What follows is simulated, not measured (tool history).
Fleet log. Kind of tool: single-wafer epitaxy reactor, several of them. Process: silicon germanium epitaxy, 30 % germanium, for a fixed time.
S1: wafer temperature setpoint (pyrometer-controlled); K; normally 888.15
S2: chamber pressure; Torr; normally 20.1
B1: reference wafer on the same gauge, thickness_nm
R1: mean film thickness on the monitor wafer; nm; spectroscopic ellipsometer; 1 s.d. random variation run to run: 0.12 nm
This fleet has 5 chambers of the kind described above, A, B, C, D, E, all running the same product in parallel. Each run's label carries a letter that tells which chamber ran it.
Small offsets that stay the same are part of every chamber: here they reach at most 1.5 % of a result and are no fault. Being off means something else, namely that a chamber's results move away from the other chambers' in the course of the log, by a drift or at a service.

| run | hour | S1 | S2 | B1 | R1 |
|---|---|---|---|---|---|
| 1B | 3.4 | 888.15 | 20.1 | 63.887 | 77.176 |
| 2D | 9.2 | 888.15 | 20.1 | 63.906 | 77.746 |
| 3E | 15.6 | 888.15 | 20.1 | 63.867 | 77.639 |
| 4C | 20.5 | 888.15 | 20.1 | 63.854 | 77.926 |
| 5A | 25.6 | 888.15 | 20.1 | 63.831 | 76.508 |
| 6C | 29.3 | 888.15 | 20.1 | 63.858 | 77.63 |
| 7B | 36.1 | 888.15 | 20.1 | 63.811 | 76.996 |
| 8E | 43.1 | 888.15 | 20.1 | 63.795 | 77.719 |
| 9D | 47.5 | 888.15 | 20.1 | 63.79 | 77.539 |
| 10A | 55 | 888.15 | 20.1 | 63.799 | 76.325 |
| 11E | 61.8 | 888.15 | 20.1 | 63.756 | 77.569 |
| 12C | 66.5 | 888.15 | 20.1 | 63.712 | 77.545 |
| 13A | 72.9 | 888.15 | 20.1 | 63.712 | 76.305 |
| 14D | 78 | 875.15 | 20.1 | 63.705 | 61.268 |
|  | 78.7 | chamber C: pyrometer calibrated |
| 15B | 82.6 | 875.15 | 20.1 | 63.705 | 60.904 |
| 16C | 86.7 | 875.15 | 20.1 | 63.697 | 61.288 |
| 17A | 94.1 | 875.15 | 20.1 | 63.679 | 60.506 |
| 18D | 98.1 | 875.15 | 20.1 | 63.661 | 61.381 |
| 19B | 103.8 | 888.15 | 20.1 | 63.66 | 76.746 |
| 20E | 109 | 888.15 | 20.1 | 63.654 | 77.491 |
| 21D | 116.5 | 888.15 | 20.1 | 63.629 | 77.257 |
| 22E | 122.7 | 888.15 | 20.1 | 63.619 | 77.29 |
| 23A | 126.5 | 888.15 | 20.1 | 63.584 | 76.217 |
| 24B | 132.1 | 888.15 | 20.1 | 63.584 | 76.731 |
| 25C | 138.4 | 888.15 | 20.1 | 63.599 | 77.419 |
| 26D | 144.6 | 888.15 | 20.1 | 63.583 | 77.542 |
| 27A | 149.4 | 888.15 | 20.1 | 63.539 | 76.2 |
| 28C | 153.8 | 888.15 | 20.1 | 63.548 | 77.453 |
| 29B | 157.2 | 888.15 | 20.1 | 63.549 | 76.536 |
| 30E | 163.3 | 888.15 | 16.6 | 63.502 | 71.614 |
| 31C | 166.9 | 888.15 | 16.6 | 63.511 | 71.61 |

The same settings go to every chamber for the next run, one line per chamber below. Forecast the results for each:
| 32A | 172.4 | 901.15 | 20.1 |  | ? |
| 32B | 172.4 | 901.15 | 20.1 |  | ? |
| 32C | 172.4 | 901.15 | 20.1 |  | ? |
| 32D | 172.4 | 901.15 | 20.1 |  | ? |
| 32E | 172.4 | 901.15 | 20.1 |  | ? |

| run | R1 |
|---|---|
| 32A | 95.463 |
| 32B | 96.105 |
| 32C | 96.76 |
| 32D | 96.946 |
| 32E | 96.737 |
